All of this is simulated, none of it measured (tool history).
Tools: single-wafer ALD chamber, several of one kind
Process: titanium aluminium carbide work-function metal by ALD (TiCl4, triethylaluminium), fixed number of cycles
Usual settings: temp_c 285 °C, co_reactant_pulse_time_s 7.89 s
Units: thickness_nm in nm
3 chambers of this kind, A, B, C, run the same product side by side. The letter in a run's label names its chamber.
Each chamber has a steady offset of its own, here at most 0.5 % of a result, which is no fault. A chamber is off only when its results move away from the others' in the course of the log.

run     day  temp_c  co_reactant_pulse_time_s  hours since the last thermocouple change  hours since the last triethylaluminium bottle change  read-back reference wafer on the same gauge, thickness_nm  thickness_nm
 1A   0.325     285                      7.89                                       970                                                 731.2                                                     1.4697        1.7984
 2B   0.721     285                      7.89                                    1694.5                                                1139.5                                                     1.4695        1.8161
 3C   1.021     285                      7.89                                     243.7                                                 733.4                                                     1.4709        1.8049
 4B   1.525     285                      7.89                                    1713.8                                                1158.8                                                     1.4699        1.8071
 5A   2.071     285                      7.89                                    1011.9                                                 773.1                                                     1.4701        1.7957
 6C   2.567     285                      7.89                                     280.8                                                 770.5                                                     1.4703        1.8087
 7C   2.867     285                      7.89                                       288                                                 777.7                                                     1.4694        1.8055
 8B   3.288     285                      7.89                                    1756.1                                                1201.1                                                     1.4706        1.8069
 9A   3.667     285                      7.89                                    1050.2                                                 811.4                                                     1.4699        1.8069
10C   3.933     285                      7.89                                     313.6                                                 803.3                                                     1.4705        1.7961
11A   4.367     285                      7.89                                      1067                                                 828.2                                                     1.4692        1.7956
12B   4.762     285                      7.89                                    1791.5                                                1236.5                                                     1.4697        1.8116
13B   5.233     285                      7.89                                    1802.8                                                1247.8                                                     1.4702        1.8109
14A   5.821     285                      7.89                                    1101.9                                                 863.1                                                     1.4689        1.8026
15C    6.15     285                      7.89                                     366.8                                                 856.5                                                     1.4709        1.8055
16A   6.692     289                      7.89                                    1122.8                                                   884                                                     1.4701        1.8413
17B   7.058     289                      7.89                                    1846.6                                                1291.6                                                     1.4706        1.8386
18C   7.342     289                      7.89                                     395.4                                                 885.1                                                     1.4698        1.8347
19C   7.617     285                     10.08                                       402                                                 891.7                                                     1.4699        1.8709
20B   7.958     285                     10.08                                    1868.2                                                1313.2                                                     1.4709        1.8718
21A   8.442     285                     10.08                                    1164.8                                                   926                                                     1.4699         1.872
22B   8.721     285                      7.89                                    1886.5                                                1331.5                                                     1.4709        1.8092
23A   9.008     285                      7.89                                    1178.4                                                 939.6                                                     1.4693        1.8028
24C     9.3     285                      7.89                                     442.4                                                 932.1                                                     1.4697        1.8021
25B   9.696     285                      7.89                                    1909.9                                                1354.9                                                       1.47        1.8145
26C  10.038     285                      7.89                                     460.1                                                 949.8                                                     1.4694        1.8057
27A  10.542     285                      7.89                                    1215.2                                                 976.4                                                     1.4698        1.7955
28C  10.929     285                      7.89                                     481.5                                                 971.2                                                     1.4698        1.8009
29B  11.438     285                      7.89                                    1951.7                                                1396.7                                                       1.47        1.8132
30A  11.904     285                      7.89                                    1247.9                                                1009.1                                                     1.4699        1.8038
31B  12.367     285                      7.89                                      1974                                                  1419                                                     1.4699        1.8106
32A  12.692     285                      7.89                                    1266.8                                                  1028                                                     1.4703        1.7962
     12.833  -- chamber B: triethylaluminium bottle replaced
     13.096  -- chamber A: thermocouple changed; heater temperature recalibrated
33C  13.146     285                      7.89                                     534.7                                                1024.4                                                     1.4703        1.8059
34C  13.746     285                      7.89                                     549.1                                                1038.8                                                     1.4702        1.8083
35A  14.183     285                      7.89                                      26.2                                                1063.8                                                     1.4704        1.8034
36B  14.479     285                      7.89                                    2024.7                                                  39.5                                                     1.4697        1.8056
37A  14.988     285                      7.89                                      45.5                                                1083.1                                                     1.4704        1.7951
38C  15.479     285                      7.89                                     590.7                                                1080.4                                                     1.4709        1.8023
39B  15.967     285                      7.89                                    2060.4                                                  75.2                                                     1.4697        1.8061
40A  16.512     285                      7.89                                      82.1                                                1119.7                                                     1.4701        1.8052

Is one chamber off against the others, does the gauge drift, or is nothing wrong? If a chamber is off, say which, and what the likeliest cause is.

No chamber stands off beyond its own small offset, and the gauge holds steady.
